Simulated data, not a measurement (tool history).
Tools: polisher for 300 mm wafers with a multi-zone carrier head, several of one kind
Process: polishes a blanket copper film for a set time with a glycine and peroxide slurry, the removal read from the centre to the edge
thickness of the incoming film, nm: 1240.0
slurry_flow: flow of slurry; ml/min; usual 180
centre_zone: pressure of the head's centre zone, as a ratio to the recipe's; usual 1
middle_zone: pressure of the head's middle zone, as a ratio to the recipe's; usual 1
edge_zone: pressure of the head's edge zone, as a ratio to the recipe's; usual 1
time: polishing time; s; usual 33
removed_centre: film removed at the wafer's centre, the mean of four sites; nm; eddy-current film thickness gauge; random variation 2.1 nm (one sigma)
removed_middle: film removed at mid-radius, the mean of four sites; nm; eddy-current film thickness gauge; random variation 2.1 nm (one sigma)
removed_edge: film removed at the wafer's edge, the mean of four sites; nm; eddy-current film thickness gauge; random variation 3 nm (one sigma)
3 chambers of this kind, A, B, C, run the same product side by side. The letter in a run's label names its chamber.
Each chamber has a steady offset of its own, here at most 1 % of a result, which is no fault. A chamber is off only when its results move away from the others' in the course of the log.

| run | hour | slurry_flow | centre_zone | middle_zone | edge_zone | time | removed_centre | removed_middle | removed_edge |
|---|---|---|---|---|---|---|---|---|---|
|  | 9.9 | chamber B: worn pad replaced by a new one |
| 1C | 13.1 | 180 | 1 | 1 | 1 | 33 | 204.93 | 204.05 | 202.76 |
| 2B | 19.9 | 180 | 1 | 1 | 1 | 33 | 202.56 | 207.07 | 201.09 |
| 3A | 29.6 | 180 | 1 | 1 | 1 | 33 | 203.6 | 204.51 | 204.51 |
| 4A | 36.1 | 180 | 1 | 1 | 1 | 33 | 209.52 | 206.05 | 203.18 |
| 5C | 42.7 | 140 | 0.94 | 1 | 1 | 33 | 179.95 | 192.56 | 194.57 |
| 6B | 49.4 | 140 | 0.94 | 1 | 1 | 33 | 183.4 | 194.86 | 194.38 |
|  | 49.8 | chamber C: worn pad replaced by a new one |
| 7A | 61 | 140 | 0.94 | 1 | 1 | 33 | 179.93 | 193.44 | 198.58 |
|  | 62.5 | chamber A: worn pad replaced by a new one |
| 8C | 69.8 | 180 | 1 | 1 | 1 | 33 | 201.95 | 204.76 | 199.45 |
| 9B | 76.7 | 180 | 1 | 1 | 1 | 33 | 204.88 | 203.32 | 196.42 |
|  | 87.1 | chamber C: centre zone pressure recalibrated |
| 10A | 87.1 | 180 | 1 | 1 | 1 | 33 | 204.53 | 205.47 | 205.43 |
| 11B | 97.6 | 180 | 1 | 1 | 1 | 33 | 203.84 | 207.69 | 207.74 |
| 12C | 103.9 | 180 | 1 | 1 | 1 | 33 | 203.8 | 205.19 | 200.93 |
|  | 110.2 | chamber B: worn pad replaced by a new one |
| 13A | 114.2 | 180 | 1 | 1 | 1 | 33 | 205.49 | 202.9 | 206.04 |
|  | 122.6 | chamber C: worn pad replaced by a new one |
| 14C | 123.3 | 180 | 1 | 1 | 1 | 33 | 206.32 | 205.49 | 201.27 |
| 15B | 131.2 | 180 | 1 | 1 | 1 | 33 | 206.48 | 207.1 | 205.77 |
|  | 132.1 | chamber A: edge zone pressure recalibrated |
| 16B | 141 | 220 | 1 | 1 | 1.11 | 33 | 211.78 | 210.42 | 213.78 |
|  | 150.1 | chamber A: worn pad replaced by a new one |
| 17A | 150.8 | 220 | 1 | 1 | 1.11 | 33 | 210.84 | 213.12 | 217.76 |
| 18C | 161.4 | 220 | 1 | 1 | 1.11 | 33 | 210.33 | 208.46 | 217.29 |
| 19B | 168.9 | 180 | 1 | 1 | 1 | 33 | 211.24 | 203.05 | 206.5 |
| 20C | 178.6 | 180 | 1 | 1 | 1 | 33 | 204.72 | 203.27 | 207.1 |
| 21A | 187.6 | 180 | 1 | 1 | 1 | 33 | 205.22 | 203.67 | 201 |
| 22A | 198.2 | 180 | 1 | 1 | 1 | 43 | 267.33 | 271.93 | 268.54 |
|  | 200.5 | chamber C: worn pad replaced by a new one |
|  | 208.8 | chamber B: worn pad replaced by a new one |
| 23B | 210.7 | 180 | 1 | 1 | 1 | 43 | 279.19 | 263.06 | 265.91 |
| 24C | 218.8 | 180 | 1 | 1 | 1 | 43 | 265.89 | 274.59 | 262 |
|  | 227.8 | chamber A: worn pad replaced by a new one |
| 25C | 231.6 | 180 | 1.04 | 1 | 1 | 23 | 147.97 | 141.69 | 144.73 |
|  | 238 | chamber C: edge zone pressure recalibrated |
| 26B | 242 | 180 | 1.04 | 1 | 1 | 23 | 155.11 | 144.66 | 144.1 |
| 27A | 255.9 | 180 | 1.04 | 1 | 1 | 23 | 147.13 | 143.41 | 143.79 |
| 28A | 264.9 | 180 | 1 | 1 | 1 | 33 | 204.37 | 202.41 | 205.44 |
| 29B | 276.1 | 180 | 1 | 1 | 1 | 33 | 220.81 | 205.51 | 203.63 |
| 30C | 287.6 | 180 | 1 | 1 | 1 | 33 | 200.35 | 204.28 | 197.8 |
|  | 293.1 | chamber C: worn pad replaced by a new one |
| 31A | 298.7 | 180 | 1 | 1 | 1 | 33 | 202.1 | 202.59 | 205.62 |
|  | 304.1 | chamber B: worn pad replaced by a new one |
| 32B | 306.4 | 180 | 1 | 1 | 1 | 33 | 221.05 | 208.06 | 204.52 |
| 33C | 316.3 | 180 | 1 | 1 | 1 | 33 | 202.68 | 203.13 | 205.8 |
| 34B | 326.1 | 180 | 1 | 1 | 1 | 33 | 223.11 | 205.29 | 204.87 |

All 3 chambers run these settings next. Forecast each chamber's results:
| 35A | 336 | 180 | 1 | 1 | 1 | 33 | ? | ? | ? |
| 35B | 336 | 180 | 1 | 1 | 1 | 33 | ? | ? | ? |
| 35C | 336 | 180 | 1 | 1 | 1 | 33 | ? | ? | ? |

| run | removed_centre | removed_middle | removed_edge |
|---|---|---|---|
| 35A | 202.48 | 204.69 | 207.17 |
| 35B | 221.77 | 204.99 | 203.41 |
| 35C | 202.61 | 209.14 | 206.77 |

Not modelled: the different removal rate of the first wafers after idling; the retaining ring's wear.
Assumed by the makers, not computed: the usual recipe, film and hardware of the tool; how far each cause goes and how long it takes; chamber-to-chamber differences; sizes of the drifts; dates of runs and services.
